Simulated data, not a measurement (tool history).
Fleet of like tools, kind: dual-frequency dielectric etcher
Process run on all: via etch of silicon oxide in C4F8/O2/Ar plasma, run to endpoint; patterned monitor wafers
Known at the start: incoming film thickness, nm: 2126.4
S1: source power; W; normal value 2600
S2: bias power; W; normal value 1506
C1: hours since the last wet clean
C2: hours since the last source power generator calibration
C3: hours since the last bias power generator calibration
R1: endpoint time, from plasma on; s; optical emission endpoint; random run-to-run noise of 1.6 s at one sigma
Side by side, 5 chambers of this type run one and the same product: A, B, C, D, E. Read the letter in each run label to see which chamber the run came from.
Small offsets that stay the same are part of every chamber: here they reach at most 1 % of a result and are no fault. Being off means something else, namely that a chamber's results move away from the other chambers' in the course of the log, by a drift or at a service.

{"run": "1A", "day": 0.312, "S1": 2600, "S2": 1506, "C1": 285.8, "C2": 2140.9, "C3": 309.5, "R1": 413.08}
{"run": "2E", "day": 0.783, "S1": 2600, "S2": 1506, "C1": 230.1, "C2": 334.2, "C3": 1202.5, "R1": 405.76}
{"run": "3B", "day": 1.242, "S1": 2600, "S2": 1506, "C1": 58.4, "C2": 2270.2, "C3": 188.5, "R1": 407.35}
{"run": "4C", "day": 1.846, "S1": 2600, "S2": 1506, "C1": 128.0, "C2": 769.5, "C3": 709.1, "R1": 409.44}
{"run": "5D", "day": 2.212, "S1": 2600, "S2": 1506, "C1": 238.9, "C2": 1099.4, "C3": 1981.3, "R1": 407.74}
{"run": "6B", "day": 2.746, "S1": 2600, "S2": 1506, "C1": 94.5, "C2": 2306.3, "C3": 224.6, "R1": 407.97}
{"run": "7C", "day": 3.125, "S1": 2600, "S2": 1506, "C1": 158.7, "C2": 800.2, "C3": 739.8, "R1": 409.0}
{"run": "8E", "day": 3.462, "S1": 2600, "S2": 1506, "C1": 294.4, "C2": 398.5, "C3": 1266.8, "R1": 406.88}
{"run": "9A", "day": 4.142, "S1": 2600, "S2": 1506, "C1": 377.7, "C2": 2232.8, "C3": 401.4, "R1": 411.77}
{"run": "10D", "day": 4.438, "S1": 2600, "S2": 1506, "C1": 292.3, "C2": 1152.8, "C3": 2034.7, "R1": 406.31}
{"run": "11A", "day": 5.033, "S1": 2600, "S2": 1506, "C1": 399.1, "C2": 2254.2, "C3": 422.8, "R1": 409.82}
{"run": "12B", "day": 5.408, "S1": 2600, "S2": 1506, "C1": 158.4, "C2": 2370.2, "C3": 288.5, "R1": 409.88}
{"day": 5.579, "done": "chamber A: wet clean of the chamber"}
{"run": "13D", "day": 5.783, "S1": 2600, "S2": 1506, "C1": 324.6, "C2": 1185.1, "C3": 2067.0, "R1": 409.81}
{"run": "14E", "day": 6.129, "S1": 2600, "S2": 1506, "C1": 358.4, "C2": 462.5, "C3": 1330.8, "R1": 404.54}
{"run": "15C", "day": 6.662, "S1": 2600, "S2": 1506, "C1": 243.6, "C2": 885.1, "C3": 824.7, "R1": 410.54}
{"run": "16C", "day": 7.242, "S1": 2600, "S2": 1506, "C1": 257.5, "C2": 899.0, "C3": 838.6, "R1": 410.2}
{"run": "17B", "day": 7.858, "S1": 2600, "S2": 1506, "C1": 217.2, "C2": 2429.0, "C3": 347.3, "R1": 406.9}
{"day": 7.983, "done": "chamber D: wet clean of the chamber"}
{"run": "18A", "day": 8.408, "S1": 3090, "S2": 1628, "C1": 67.9, "C2": 2335.2, "C3": 503.8, "R1": 388.71}
{"run": "19D", "day": 8.792, "S1": 3090, "S2": 1628, "C1": 19.4, "C2": 1257.3, "C3": 2139.2, "R1": 372.47}
{"run": "20E", "day": 9.1, "S1": 3090, "S2": 1628, "C1": 429.7, "C2": 533.8, "C3": 1402.1, "R1": 370.81}
{"day": 9.212, "done": "chamber E: wet clean of the chamber"}
{"run": "21E", "day": 9.583, "S1": 3090, "S2": 1628, "C1": 8.9, "C2": 545.4, "C3": 1413.7, "R1": 369.67}
{"run": "22B", "day": 9.954, "S1": 3090, "S2": 1628, "C1": 267.5, "C2": 2479.3, "C3": 397.6, "R1": 372.35}
{"run": "23D", "day": 10.279, "S1": 2600, "S2": 1506, "C1": 55.1, "C2": 1293.0, "C3": 2174.9, "R1": 406.72}
{"run": "24A", "day": 10.904, "S1": 3090, "S2": 1816, "C1": 127.8, "C2": 2395.1, "C3": 563.7, "R1": 378.01}
{"run": "25C", "day": 11.292, "S1": 3090, "S2": 1816, "C1": 354.7, "C2": 996.2, "C3": 935.8, "R1": 361.27}
{"run": "26C", "day": 11.604, "S1": 3090, "S2": 1816, "C1": 362.2, "C2": 1003.7, "C3": 943.3, "R1": 363.79}
{"run": "27E", "day": 12.021, "S1": 3090, "S2": 1816, "C1": 67.4, "C2": 603.9, "C3": 1472.2, "R1": 358.14}
{"run": "28D", "day": 12.638, "S1": 3090, "S2": 1816, "C1": 111.7, "C2": 1349.6, "C3": 2231.5, "R1": 361.76}
{"run": "29B", "day": 13.179, "S1": 2600, "S2": 1506, "C1": 344.9, "C2": 2556.7, "C3": 475.0, "R1": 408.31}
{"run": "30A", "day": 13.479, "S1": 2600, "S2": 1506, "C1": 189.6, "C2": 2456.9, "C3": 625.5, "R1": 423.35}
{"run": "31D", "day": 13.829, "S1": 2600, "S2": 1506, "C1": 140.3, "C2": 1378.2, "C3": 2260.1, "R1": 407.31}
{"run": "32E", "day": 14.212, "S1": 2600, "S2": 1506, "C1": 120.0, "C2": 656.5, "C3": 1524.8, "R1": 406.61}
{"run": "33C", "day": 14.808, "S1": 3150, "S2": 1792, "C1": 439.1, "C2": 1080.6, "C3": 1020.2, "R1": 361.64}
{"run": "34B", "day": 15.362, "S1": 3150, "S2": 1792, "C1": 397.3, "C2": 2609.1, "C3": 527.4, "R1": 357.99}
{"run": "35A", "day": 15.908, "S1": 3150, "S2": 1792, "C1": 247.9, "C2": 2515.2, "C3": 683.8, "R1": 374.27}

Which is it: a chamber that has drifted or been left off by a service, a gauge drift common to all chambers, or only each chamber's usual small offset? If a chamber is off, name it and its likeliest cause.

A service on chamber A put it out of line with the rest.
What lies behind it: etch rate under this chamber's usual, % = 3.27.

Which of the 4 candidates below, each the usual settings with something changed and its results left as question marks, puts chamber A back in line with what the other chambers give on the usual settings?
Allowed miss from the other chambers' usual-settings mean, per result, to count as in line: R1 5.40 s
{"run": "36A-1", "day": 16.4, "S1": 2500, "S2": 1506, "R1": "?"}
{"run": "36A-2", "day": 16.4, "S1": 2420, "S2": 1440, "R1": "?"}
{"run": "36A-3", "day": 16.4, "S1": 2600, "S2": 1733, "R1": "?"}
{"run": "36A-4", "day": 16.4, "S1": 2700, "S2": 1506, "R1": "?"}

What the other chambers average on the usual settings: R1 407.77 s
run=36A-1 R1=432.22
run=36A-2 R1=443.22
run=36A-3 R1=409.64
run=36A-4 R1=418.75
36A-3 is the one that brings the chamber's results back in line with the other chambers.
